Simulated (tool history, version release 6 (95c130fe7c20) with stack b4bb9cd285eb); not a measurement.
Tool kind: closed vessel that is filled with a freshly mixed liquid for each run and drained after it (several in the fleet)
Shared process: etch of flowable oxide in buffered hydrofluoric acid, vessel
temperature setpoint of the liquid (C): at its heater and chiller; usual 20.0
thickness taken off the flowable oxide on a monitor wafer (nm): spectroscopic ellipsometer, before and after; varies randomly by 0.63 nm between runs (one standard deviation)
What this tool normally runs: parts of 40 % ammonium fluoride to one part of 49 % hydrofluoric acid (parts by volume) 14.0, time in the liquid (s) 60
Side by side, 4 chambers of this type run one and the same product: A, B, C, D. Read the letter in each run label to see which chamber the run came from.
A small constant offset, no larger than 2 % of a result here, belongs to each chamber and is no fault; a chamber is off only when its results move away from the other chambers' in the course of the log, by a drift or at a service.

| run | hour | temperature setpoint of the liquid (C) | parts of 40 % ammonium fluoride to one part of 49 % hydrofluoric acid (parts by volume) | time in the liquid (s) | hours since the thermometer was replaced | hours since the hydrofluoric acid flow meter was replaced | read-back film thickness of the flowable oxide reference wafer, read on the same gauge (nm) | thickness taken off the flowable oxide on a monitor wafer (nm) |
|---|---|---|---|---|---|---|---|---|
| 1C | 10.1 | 20.0 | 14.0 | 60 | 1075.1 | 930.8 | 89.994 | 117.410 |
| 2B | 18.9 | 20.0 | 14.0 | 60 | 149.7 | 1038.9 | 90.002 | 121.050 |
| 3A | 32.3 | 20.0 | 14.0 | 60 | 1510.3 | 688.1 | 89.972 | 118.820 |
|  | 41.3 | chamber A: hydrofluoric acid flow meter replaced |
| 4D | 41.7 | 20.0 | 14.0 | 60 | 501.0 | 358.3 | 89.989 | 118.810 |
| 5D | 49.3 | 20.0 | 14.0 | 60 | 508.6 | 365.9 | 90.017 | 118.010 |
| 6A | 62.4 | 20.0 | 14.0 | 60 | 1540.4 | 21.2 | 90.006 | 117.680 |
| 7C | 73.9 | 17.5 | 11.0 | 60 | 1138.9 | 994.6 | 89.983 | 129.690 |
| 8B | 86.7 | 17.5 | 11.0 | 60 | 217.5 | 1106.7 | 90.008 | 133.800 |
| 9B | 92.9 | 17.5 | 11.0 | 60 | 223.7 | 1112.9 | 89.993 | 134.050 |
| 10A | 104.9 | 17.5 | 11.0 | 60 | 1582.9 | 63.7 | 89.974 | 131.090 |
| 11D | 118.3 | 20.0 | 14.0 | 60 | 577.6 | 434.9 | 90.009 | 118.070 |
| 12C | 131.1 | 20.0 | 14.0 | 60 | 1196.1 | 1051.8 | 89.996 | 119.280 |
| 13C | 141.1 | 20.0 | 12.0 | 85 | 1206.1 | 1061.8 | 89.987 | 196.970 |
| 14B | 154.7 | 20.0 | 12.0 | 85 | 285.5 | 1174.7 | 89.993 | 199.030 |
| 15A | 168.4 | 20.0 | 12.0 | 85 | 1646.4 | 127.2 | 90.008 | 194.400 |
| 16D | 177.9 | 20.0 | 12.0 | 85 | 637.2 | 494.5 | 90.010 | 195.640 |
| 17B | 186.0 | 20.0 | 14.0 | 60 | 316.8 | 1206.0 | 90.001 | 121.360 |
|  | 188.2 | chamber A: thermometer replaced |
| 18D | 196.8 | 20.0 | 14.0 | 60 | 656.1 | 513.4 | 90.002 | 119.310 |
| 19C | 209.2 | 20.0 | 14.0 | 60 | 1274.2 | 1129.9 | 90.003 | 121.410 |
| 20A | 218.1 | 20.0 | 14.0 | 60 | 29.9 | 176.9 | 89.998 | 118.560 |
| 21A | 230.7 | 20.0 | 14.0 | 60 | 42.5 | 189.5 | 90.008 | 117.900 |
| 22B | 238.6 | 20.0 | 14.0 | 60 | 369.4 | 1258.6 | 90.004 | 121.220 |
| 23C | 251.0 | 20.0 | 14.0 | 60 | 1316.0 | 1171.7 | 90.001 | 122.920 |
| 24D | 263.9 | 20.0 | 14.0 | 60 | 723.2 | 580.5 | 89.998 | 117.770 |
| 25B | 277.0 | 23.0 | 14.0 | 30 | 407.8 | 1297.0 | 89.998 | 71.381 |
| 26C | 290.8 | 23.0 | 14.0 | 30 | 1355.8 | 1211.5 | 89.996 | 73.248 |
| 27D | 297.4 | 23.0 | 14.0 | 30 | 756.7 | 614.0 | 89.985 | 70.155 |
| 28A | 310.1 | 23.0 | 14.0 | 30 | 121.9 | 268.9 | 90.000 | 69.547 |
|  | 319.0 | chamber D: thermometer replaced |
| 29D | 322.5 | 20.0 | 14.0 | 60 | 3.5 | 639.1 | 89.996 | 118.920 |
| 30C | 330.6 | 20.0 | 14.0 | 60 | 1395.6 | 1251.3 | 89.986 | 124.820 |
| 31A | 342.8 | 20.0 | 14.0 | 60 | 154.6 | 301.6 | 90.000 | 118.620 |
| 32B | 350.9 | 20.0 | 14.0 | 60 | 481.7 | 1370.9 | 89.995 | 120.750 |

All 4 chambers run these settings next. Forecast each chamber's results:
| 33A | 360.8 | 20.0 | 9.5 | 60 |  |  |  | ? |
| 33B | 360.8 | 20.0 | 9.5 | 60 |  |  |  | ? |
| 33C | 360.8 | 20.0 | 9.5 | 60 |  |  |  | ? |
| 33D | 360.8 | 20.0 | 9.5 | 60 |  |  |  | ? |

| run | thickness taken off the flowable oxide on a monitor wafer (nm) |
|---|---|
| 33A | 170.130 |
| 33B | 176.060 |
| 33C | 182.150 |
| 33D | 170.750 |

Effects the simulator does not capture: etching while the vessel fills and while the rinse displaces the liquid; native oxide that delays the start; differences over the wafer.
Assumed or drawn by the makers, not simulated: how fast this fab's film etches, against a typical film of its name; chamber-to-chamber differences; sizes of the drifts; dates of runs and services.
